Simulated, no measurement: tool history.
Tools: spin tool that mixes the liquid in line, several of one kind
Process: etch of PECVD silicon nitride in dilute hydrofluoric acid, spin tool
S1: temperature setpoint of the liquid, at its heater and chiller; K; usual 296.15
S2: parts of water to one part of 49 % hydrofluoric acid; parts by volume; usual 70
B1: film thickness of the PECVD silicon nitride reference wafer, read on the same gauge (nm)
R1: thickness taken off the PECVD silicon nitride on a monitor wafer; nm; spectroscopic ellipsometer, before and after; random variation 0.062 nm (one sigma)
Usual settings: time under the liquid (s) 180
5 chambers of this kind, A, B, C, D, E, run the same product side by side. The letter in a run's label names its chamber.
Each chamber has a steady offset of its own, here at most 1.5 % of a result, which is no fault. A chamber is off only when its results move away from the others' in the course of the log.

{"run": "1E", "hour": 6.6, "S1": 296.15, "S2": 70, "time under the liquid (s)": 180, "B1": 99.99, "R1": 9.4537}
{"run": "2A", "hour": 12.1, "S1": 296.15, "S2": 70, "time under the liquid (s)": 180, "B1": 100.02, "R1": 9.6941}
{"run": "3C", "hour": 19.7, "S1": 296.15, "S2": 70, "time under the liquid (s)": 180, "B1": 100, "R1": 9.6655}
{"run": "4B", "hour": 28.8, "S1": 296.15, "S2": 70, "time under the liquid (s)": 180, "B1": 100.02, "R1": 9.5459}
{"run": "5D", "hour": 33.2, "S1": 296.15, "S2": 70, "time under the liquid (s)": 180, "B1": 99.993, "R1": 9.6591}
{"run": "6C", "hour": 40.4, "S1": 296.15, "S2": 70, "time under the liquid (s)": 180, "B1": 99.977, "R1": 9.7053}
{"run": "7A", "hour": 49.6, "S1": 296.15, "S2": 70, "time under the liquid (s)": 180, "B1": 99.995, "R1": 9.7295}
{"run": "8E", "hour": 57.1, "S1": 296.15, "S2": 70, "time under the liquid (s)": 180, "B1": 99.98, "R1": 9.5925}
{"run": "9D", "hour": 67.2, "S1": 296.15, "S2": 70, "time under the liquid (s)": 180, "B1": 100.01, "R1": 9.559}
{"run": "10B", "hour": 72.3, "S1": 296.15, "S2": 70, "time under the liquid (s)": 180, "B1": 100.01, "R1": 9.4221}
{"run": "11D", "hour": 82.3, "S1": 296.15, "S2": 70, "time under the liquid (s)": 180, "B1": 99.978, "R1": 9.7811}
{"run": "12B", "hour": 91.7, "S1": 296.15, "S2": 70, "time under the liquid (s)": 180, "B1": 100, "R1": 9.6278}
{"run": "13A", "hour": 99.2, "S1": 296.15, "S2": 70, "time under the liquid (s)": 235, "B1": 99.997, "R1": 12.515}
{"run": "14E", "hour": 105.5, "S1": 296.15, "S2": 70, "time under the liquid (s)": 235, "B1": 100, "R1": 12.607}
{"run": "15C", "hour": 112.8, "S1": 296.15, "S2": 70, "time under the liquid (s)": 235, "B1": 100.02, "R1": 12.576}
{"run": "16B", "hour": 121.1, "S1": 296.15, "S2": 70, "time under the liquid (s)": 235, "B1": 100.01, "R1": 12.531}
{"run": "17A", "hour": 125.8, "S1": 296.15, "S2": 70, "time under the liquid (s)": 235, "B1": 99.985, "R1": 12.671}
{"run": "18D", "hour": 132.9, "S1": 296.15, "S2": 70, "time under the liquid (s)": 180, "B1": 99.989, "R1": 9.5546}
{"run": "19C", "hour": 141.3, "S1": 296.15, "S2": 70, "time under the liquid (s)": 180, "B1": 99.999, "R1": 9.6059}
{"run": "20E", "hour": 146.8, "S1": 296.15, "S2": 95, "time under the liquid (s)": 180, "B1": 100.02, "R1": 7.2166}
{"run": "21A", "hour": 151.2, "S1": 296.15, "S2": 95, "time under the liquid (s)": 180, "B1": 99.993, "R1": 7.1969}
{"run": "22C", "hour": 160.9, "S1": 296.15, "S2": 95, "time under the liquid (s)": 180, "B1": 99.991, "R1": 7.1576}
{"run": "23E", "hour": 166.5, "S1": 296.15, "S2": 95, "time under the liquid (s)": 180, "B1": 100.03, "R1": 7.3378}
{"run": "24B", "hour": 170.8, "S1": 296.15, "S2": 95, "time under the liquid (s)": 180, "B1": 99.999, "R1": 7.0354}
{"run": "25D", "hour": 178.4, "S1": 296.15, "S2": 70, "time under the liquid (s)": 180, "B1": 99.986, "R1": 9.7582}
{"run": "26D", "hour": 187.2, "S1": 296.15, "S2": 70, "time under the liquid (s)": 180, "B1": 100.02, "R1": 9.6397}
{"run": "27A", "hour": 195.3, "S1": 296.15, "S2": 70, "time under the liquid (s)": 180, "B1": 100.02, "R1": 9.6508}
{"run": "28E", "hour": 202.9, "S1": 296.15, "S2": 70, "time under the liquid (s)": 180, "B1": 100.01, "R1": 9.9407}
{"hour": 206.2, "done": "chamber D: hydrofluoric acid flow meter replaced"}
{"run": "29B", "hour": 208.0, "S1": 296.15, "S2": 70, "time under the liquid (s)": 180, "B1": 99.989, "R1": 9.5939}
{"run": "30C", "hour": 215.6, "S1": 296.15, "S2": 70, "time under the liquid (s)": 180, "B1": 99.998, "R1": 9.7515}
{"run": "31A", "hour": 224.1, "S1": 296.15, "S2": 70, "time under the liquid (s)": 180, "B1": 100.02, "R1": 9.6837}
{"run": "32E", "hour": 229.9, "S1": 296.15, "S2": 70, "time under the liquid (s)": 180, "B1": 99.995, "R1": 10.235}
{"run": "33C", "hour": 234.5, "S1": 296.15, "S2": 70, "time under the liquid (s)": 180, "B1": 100.02, "R1": 9.7386}
{"run": "34D", "hour": 244.2, "S1": 296.15, "S2": 70, "time under the liquid (s)": 180, "B1": 99.993, "R1": 9.675}
{"run": "35B", "hour": 252.3, "S1": 296.15, "S2": 70, "time under the liquid (s)": 180, "B1": 100.01, "R1": 9.579}
{"run": "36A", "hour": 260.1, "S1": 296.15, "S2": 70, "time under the liquid (s)": 180, "B1": 100.01, "R1": 9.6312}
{"run": "37E", "hour": 269.5, "S1": 296.15, "S2": 70, "time under the liquid (s)": 180, "B1": 99.964, "R1": 10.469}
{"run": "38B", "hour": 276.9, "S1": 296.15, "S2": 70, "time under the liquid (s)": 180, "B1": 99.999, "R1": 9.4388}
{"run": "39D", "hour": 283.4, "S1": 296.15, "S2": 70, "time under the liquid (s)": 180, "B1": 99.985, "R1": 9.7491}

Is one chamber off against the others, does the gauge drift, or is nothing wrong? If a chamber is off, say which, and what the likeliest cause is.

Chamber E drifts away from the others.
Cause: liquid hotter than its thermometer reads (K) = 1.34.
The log may not tell that from: hydrofluoric acid flow above the setpoint (%).

Here are 4 candidates for chamber E's next run, each the usual settings with a change, their results left as question marks. Which one brings its results back in line with what the others give on the usual settings?
In line means no further than this from the other chambers' mean on the usual settings: R1 0.22 nm
{"run": "40E-1", "hour": 290.6, "S1": 298.65, "S2": 70, "time under the liquid (s)": 180, "R1": "?"}
{"run": "40E-2", "hour": 290.6, "S1": 296.15, "S2": 70, "time under the liquid (s)": 165, "R1": "?"}
{"run": "40E-3", "hour": 290.6, "S1": 296.65, "S2": 70, "time under the liquid (s)": 190, "R1": "?"}
{"run": "40E-4", "hour": 290.6, "S1": 293.65, "S2": 70, "time under the liquid (s)": 180, "R1": "?"}

The other chambers' mean on the usual settings: R1 9.6193 nm
run=40E-1 R1=12.321
run=40E-2 R1=9.5771
run=40E-3 R1=11.401
run=40E-4 R1=8.8367
40E-2 brings the chamber back in line.

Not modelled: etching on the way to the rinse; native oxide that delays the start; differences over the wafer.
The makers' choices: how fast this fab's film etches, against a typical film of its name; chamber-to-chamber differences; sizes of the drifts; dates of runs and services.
